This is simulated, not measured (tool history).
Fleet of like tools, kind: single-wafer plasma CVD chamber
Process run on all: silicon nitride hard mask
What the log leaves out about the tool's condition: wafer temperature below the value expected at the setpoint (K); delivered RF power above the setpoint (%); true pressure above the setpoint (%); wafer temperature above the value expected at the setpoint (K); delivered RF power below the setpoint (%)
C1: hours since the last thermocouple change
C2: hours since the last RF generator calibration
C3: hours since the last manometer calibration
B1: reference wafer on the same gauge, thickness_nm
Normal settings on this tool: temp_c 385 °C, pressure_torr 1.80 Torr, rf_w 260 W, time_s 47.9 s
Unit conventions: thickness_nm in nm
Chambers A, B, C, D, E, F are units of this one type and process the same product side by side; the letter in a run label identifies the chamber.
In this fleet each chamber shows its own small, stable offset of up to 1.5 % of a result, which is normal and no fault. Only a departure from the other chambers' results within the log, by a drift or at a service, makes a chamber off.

{"run": "1B", "hour": 5.6, "temp_c": 385, "pressure_torr": 1.8, "rf_w": 260, "time_s": 47.9, "C1": 1242.6, "C2": 859.2, "C3": 1378.7, "B1": 60.776, "thickness_nm": 52.21}
{"run": "2E", "hour": 16.7, "temp_c": 385, "pressure_torr": 1.8, "rf_w": 260, "time_s": 47.9, "C1": 132.4, "C2": 1542.1, "C3": 918.6, "B1": 60.787, "thickness_nm": 51.481}
{"run": "3F", "hour": 26.0, "temp_c": 385, "pressure_torr": 1.8, "rf_w": 260, "time_s": 47.9, "C1": 839.1, "C2": 1434.3, "C3": 1667.8, "B1": 60.823, "thickness_nm": 52.261}
{"run": "4D", "hour": 31.2, "temp_c": 385, "pressure_torr": 1.8, "rf_w": 260, "time_s": 47.9, "C1": 2652.1, "C2": 1413.2, "C3": 2107.4, "B1": 60.809, "thickness_nm": 51.956}
{"run": "5A", "hour": 36.4, "temp_c": 385, "pressure_torr": 1.8, "rf_w": 260, "time_s": 47.9, "C1": 60.3, "C2": 693.9, "C3": 318.2, "B1": 60.781, "thickness_nm": 51.997}
{"run": "6C", "hour": 44.8, "temp_c": 385, "pressure_torr": 1.8, "rf_w": 260, "time_s": 47.9, "C1": 2497.4, "C2": 888.9, "C3": 824.1, "B1": 60.806, "thickness_nm": 52.256}
{"run": "7C", "hour": 50.5, "temp_c": 385, "pressure_torr": 1.8, "rf_w": 260, "time_s": 47.9, "C1": 2503.1, "C2": 894.6, "C3": 829.8, "B1": 60.804, "thickness_nm": 52.073}
{"run": "8E", "hour": 56.0, "temp_c": 375, "pressure_torr": 1.8, "rf_w": 260, "time_s": 47.9, "C1": 171.7, "C2": 1581.4, "C3": 957.9, "B1": 60.808, "thickness_nm": 51.674}
{"run": "9A", "hour": 61.8, "temp_c": 375, "pressure_torr": 1.8, "rf_w": 260, "time_s": 47.9, "C1": 85.7, "C2": 719.3, "C3": 343.6, "B1": 60.836, "thickness_nm": 52.339}
{"run": "10F", "hour": 68.5, "temp_c": 375, "pressure_torr": 1.8, "rf_w": 260, "time_s": 47.9, "C1": 881.6, "C2": 1476.8, "C3": 1710.3, "B1": 60.801, "thickness_nm": 52.429}
{"run": "11B", "hour": 75.8, "temp_c": 375, "pressure_torr": 1.8, "rf_w": 260, "time_s": 47.9, "C1": 1312.8, "C2": 929.4, "C3": 1448.9, "B1": 60.841, "thickness_nm": 52.393}
{"hour": 82.0, "done": "chamber D: thermocouple changed; heater temperature recalibrated"}
{"run": "12D", "hour": 86.9, "temp_c": 375, "pressure_torr": 1.8, "rf_w": 260, "time_s": 47.9, "C1": 4.9, "C2": 1468.9, "C3": 2163.1, "B1": 60.794, "thickness_nm": 52.414}
{"run": "13B", "hour": 99.0, "temp_c": 375, "pressure_torr": 1.8, "rf_w": 260, "time_s": 47.9, "C1": 1336.0, "C2": 952.6, "C3": 1472.1, "B1": 60.828, "thickness_nm": 52.536}
{"run": "14F", "hour": 107.9, "temp_c": 385, "pressure_torr": 1.8, "rf_w": 260, "time_s": 47.9, "C1": 921.0, "C2": 1516.2, "C3": 1749.7, "B1": 60.816, "thickness_nm": 52.209}
{"run": "15E", "hour": 116.2, "temp_c": 385, "pressure_torr": 1.8, "rf_w": 260, "time_s": 47.9, "C1": 231.9, "C2": 1641.6, "C3": 1018.1, "B1": 60.79, "thickness_nm": 51.192}
{"run": "16D", "hour": 125.8, "temp_c": 385, "pressure_torr": 1.8, "rf_w": 260, "time_s": 47.9, "C1": 43.8, "C2": 1507.8, "C3": 2202.0, "B1": 60.786, "thickness_nm": 52.265}
{"hour": 133.8, "done": "chamber D: capacitance manometer re-zeroed and calibrated"}
{"run": "17C", "hour": 136.5, "temp_c": 385, "pressure_torr": 1.8, "rf_w": 260, "time_s": 47.9, "C1": 2589.1, "C2": 980.6, "C3": 915.8, "B1": 60.771, "thickness_nm": 52.065}
{"run": "18A", "hour": 143.6, "temp_c": 385, "pressure_torr": 1.8, "rf_w": 260, "time_s": 47.9, "C1": 167.5, "C2": 801.1, "C3": 425.4, "B1": 60.851, "thickness_nm": 52.051}
{"hour": 145.4, "done": "chamber C: RF generator calibrated"}
{"run": "19D", "hour": 149.3, "temp_c": 385, "pressure_torr": 1.8, "rf_w": 260, "time_s": 47.9, "C1": 67.3, "C2": 1531.3, "C3": 15.6, "B1": 60.789, "thickness_nm": 52.233}
{"run": "20C", "hour": 154.8, "temp_c": 385, "pressure_torr": 1.8, "rf_w": 260, "time_s": 47.9, "C1": 2607.4, "C2": 9.4, "C3": 934.1, "B1": 60.812, "thickness_nm": 52.326}
{"run": "21F", "hour": 164.2, "temp_c": 385, "pressure_torr": 1.8, "rf_w": 260, "time_s": 47.9, "C1": 977.3, "C2": 1572.5, "C3": 1806.0, "B1": 60.816, "thickness_nm": 52.257}
{"run": "22A", "hour": 172.8, "temp_c": 385, "pressure_torr": 1.8, "rf_w": 260, "time_s": 47.9, "C1": 196.7, "C2": 830.3, "C3": 454.6, "B1": 60.781, "thickness_nm": 52.016}
{"run": "23B", "hour": 180.1, "temp_c": 385, "pressure_torr": 1.8, "rf_w": 260, "time_s": 47.9, "C1": 1417.1, "C2": 1033.7, "C3": 1553.2, "B1": 60.814, "thickness_nm": 51.577}
{"run": "24E", "hour": 186.9, "temp_c": 385, "pressure_torr": 1.8, "rf_w": 260, "time_s": 47.9, "C1": 302.6, "C2": 1712.3, "C3": 1088.8, "B1": 60.816, "thickness_nm": 51.39}
{"run": "25E", "hour": 196.6, "temp_c": 385, "pressure_torr": 1.8, "rf_w": 260, "time_s": 47.9, "C1": 312.3, "C2": 1722.0, "C3": 1098.5, "B1": 60.831, "thickness_nm": 51.294}
{"run": "26A", "hour": 205.8, "temp_c": 385, "pressure_torr": 1.8, "rf_w": 260, "time_s": 47.9, "C1": 229.7, "C2": 863.3, "C3": 487.6, "B1": 60.811, "thickness_nm": 52.087}
{"run": "27C", "hour": 217.5, "temp_c": 385, "pressure_torr": 1.96, "rf_w": 310, "time_s": 47.9, "C1": 2670.1, "C2": 72.1, "C3": 996.8, "B1": 60.829, "thickness_nm": 60.339}
{"run": "28B", "hour": 227.6, "temp_c": 385, "pressure_torr": 1.96, "rf_w": 310, "time_s": 47.9, "C1": 1464.6, "C2": 1081.2, "C3": 1600.7, "B1": 60.832, "thickness_nm": 59.63}
{"run": "29F", "hour": 233.9, "temp_c": 385, "pressure_torr": 1.96, "rf_w": 310, "time_s": 47.9, "C1": 1047.0, "C2": 1642.2, "C3": 1875.7, "B1": 60.756, "thickness_nm": 60.186}
{"run": "30D", "hour": 245.0, "temp_c": 385, "pressure_torr": 1.96, "rf_w": 310, "time_s": 47.9, "C1": 163.0, "C2": 1627.0, "C3": 111.3, "B1": 60.811, "thickness_nm": 60.224}
{"run": "31B", "hour": 254.2, "temp_c": 385, "pressure_torr": 1.96, "rf_w": 310, "time_s": 47.9, "C1": 1491.2, "C2": 1107.8, "C3": 1627.3, "B1": 60.796, "thickness_nm": 59.129}
{"run": "32E", "hour": 260.9, "temp_c": 385, "pressure_torr": 1.96, "rf_w": 310, "time_s": 47.9, "C1": 376.6, "C2": 1786.3, "C3": 1162.8, "B1": 60.813, "thickness_nm": 59.138}
{"run": "33F", "hour": 270.8, "temp_c": 385, "pressure_torr": 1.8, "rf_w": 260, "time_s": 47.9, "C1": 1083.9, "C2": 1679.1, "C3": 1912.6, "B1": 60.818, "thickness_nm": 52.289}
{"run": "34A", "hour": 277.9, "temp_c": 385, "pressure_torr": 1.8, "rf_w": 260, "time_s": 47.9, "C1": 301.8, "C2": 935.4, "C3": 559.7, "B1": 60.812, "thickness_nm": 52.199}
{"run": "35C", "hour": 285.1, "temp_c": 385, "pressure_torr": 1.8, "rf_w": 260, "time_s": 47.9, "C1": 2737.7, "C2": 139.7, "C3": 1064.4, "B1": 60.759, "thickness_nm": 51.98}
{"run": "36D", "hour": 292.6, "temp_c": 385, "pressure_torr": 1.8, "rf_w": 260, "time_s": 47.9, "C1": 210.6, "C2": 1674.6, "C3": 158.9, "B1": 60.812, "thickness_nm": 52.358}
{"run": "37C", "hour": 301.5, "temp_c": 385, "pressure_torr": 1.8, "rf_w": 260, "time_s": 47.9, "C1": 2754.1, "C2": 156.1, "C3": 1080.8, "B1": 60.814, "thickness_nm": 52.18}
{"run": "38F", "hour": 309.3, "temp_c": 385, "pressure_torr": 1.8, "rf_w": 260, "time_s": 47.9, "C1": 1122.4, "C2": 1717.6, "C3": 1951.1, "B1": 60.803, "thickness_nm": 52.393}

All chambers now run identical settings, listed one chamber a line with results as question marks. What results will each chamber show?
{"run": "39A", "hour": 317.9, "temp_c": 385, "pressure_torr": 1.8, "rf_w": 260, "time_s": 40.4, "thickness_nm": "?"}
{"run": "39B", "hour": 317.9, "temp_c": 385, "pressure_torr": 1.8, "rf_w": 260, "time_s": 40.4, "thickness_nm": "?"}
{"run": "39C", "hour": 317.9, "temp_c": 385, "pressure_torr": 1.8, "rf_w": 260, "time_s": 40.4, "thickness_nm": "?"}
{"run": "39D", "hour": 317.9, "temp_c": 385, "pressure_torr": 1.8, "rf_w": 260, "time_s": 40.4, "thickness_nm": "?"}
{"run": "39E", "hour": 317.9, "temp_c": 385, "pressure_torr": 1.8, "rf_w": 260, "time_s": 40.4, "thickness_nm": "?"}
{"run": "39F", "hour": 317.9, "temp_c": 385, "pressure_torr": 1.8, "rf_w": 260, "time_s": 40.4, "thickness_nm": "?"}

run=39A thickness_nm=43.944
run=39B thickness_nm=42.885
run=39C thickness_nm=44.077
run=39D thickness_nm=44.113
run=39E thickness_nm=43.328
run=39F thickness_nm=43.942
